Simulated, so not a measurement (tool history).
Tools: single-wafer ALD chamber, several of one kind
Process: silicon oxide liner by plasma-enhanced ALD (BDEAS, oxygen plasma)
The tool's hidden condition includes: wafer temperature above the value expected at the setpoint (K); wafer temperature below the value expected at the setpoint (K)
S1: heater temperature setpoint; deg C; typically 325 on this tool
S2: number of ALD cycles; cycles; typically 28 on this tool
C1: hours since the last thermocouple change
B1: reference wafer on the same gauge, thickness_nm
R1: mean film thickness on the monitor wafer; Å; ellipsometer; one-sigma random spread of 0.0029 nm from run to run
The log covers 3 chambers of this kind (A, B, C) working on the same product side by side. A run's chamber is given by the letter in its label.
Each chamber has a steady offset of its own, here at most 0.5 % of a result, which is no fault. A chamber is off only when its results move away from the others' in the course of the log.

run,hour,S1,S2,C1,B1,R1
1A,6.5,325,28,1800.7,2.2704,25.185
2B,11.3,325,28,601.1,2.2701,25.115
3C,17.5,325,28,1086.8,2.2695,25.062
4B,24.9,325,28,614.7,2.269,25.044
5A,29.7,325,28,1823.9,2.2689,25.166
6C,37.8,325,28,1107.1,2.2679,25.069
7C,45.4,325,28,1114.7,2.2689,25.096
8A,51.4,325,28,1845.6,2.2685,25.144
9B,59.5,325,28,649.3,2.2684,25.075
10A,66.1,325,28,1860.3,2.2676,25.175
11C,73.2,325,28,1142.5,2.2672,25.072
12B,80.6,325,28,670.4,2.2674,25.077
13A,86,325,28,1880.2,2.2674,25.191
14B,93.3,325,28,683.1,2.2666,25.117
15C,97.9,325,28,1167.2,2.2672,25.041
16B,104.2,325,28,694,2.2663,25.036
17C,112.2,325,28,1181.5,2.2661,25.123
18A,117.4,325,28,1911.6,2.2657,25.104
19C,122.1,325,28,1191.4,2.2652,25.093
20A,126.7,312,33,1920.9,2.2654,30.215
21B,131,312,33,720.8,2.265,30.004
22A,138,312,33,1932.2,2.2653,30.127
23B,145.4,316,28,735.2,2.2647,25.33
24C,151.1,316,28,1220.4,2.2642,25.397
25B,158.8,316,28,748.6,2.2644,25.385
26C,166.5,337,26,1235.8,2.2635,22.822
27A,176.1,337,26,1970.3,2.2634,22.906
28A,180.9,337,26,1975.1,2.2629,22.895
29C,189.4,325,28,1258.7,2.2618,25.048
30B,197,325,28,786.8,2.2628,24.965
31A,206.1,325,28,2000.3,2.2622,25.114
32C,214.9,325,28,1284.2,2.2617,25.043
33B,224.7,325,28,814.5,2.2616,24.952
34A,231.2,325,28,2025.4,2.2609,25.105
35C,240.2,325,28,1309.5,2.2611,25.006
36B,249.3,325,28,839.1,2.2614,24.996
37A,253.8,325,28,2048,2.2598,25.104
38C,260.9,325,28,1330.2,2.2603,24.997
39B,268,325,28,857.8,2.2601,25.006
40B,272.5,325,28,862.3,2.2597,25.003
41A,277.4,325,28,2071.6,2.2595,25.051

Read the log: is a single chamber off, either drifting away or since a service, is the gauge that measures every chamber drifting, or is nothing wrong beyond small per-chamber offsets? Name any odd chamber and what most likely caused it.

Every chamber seems to shift together because the gauge that measures them all drifts; the chambers themselves are fine.
What lies behind it: gauge reads low (%) = 0.471.
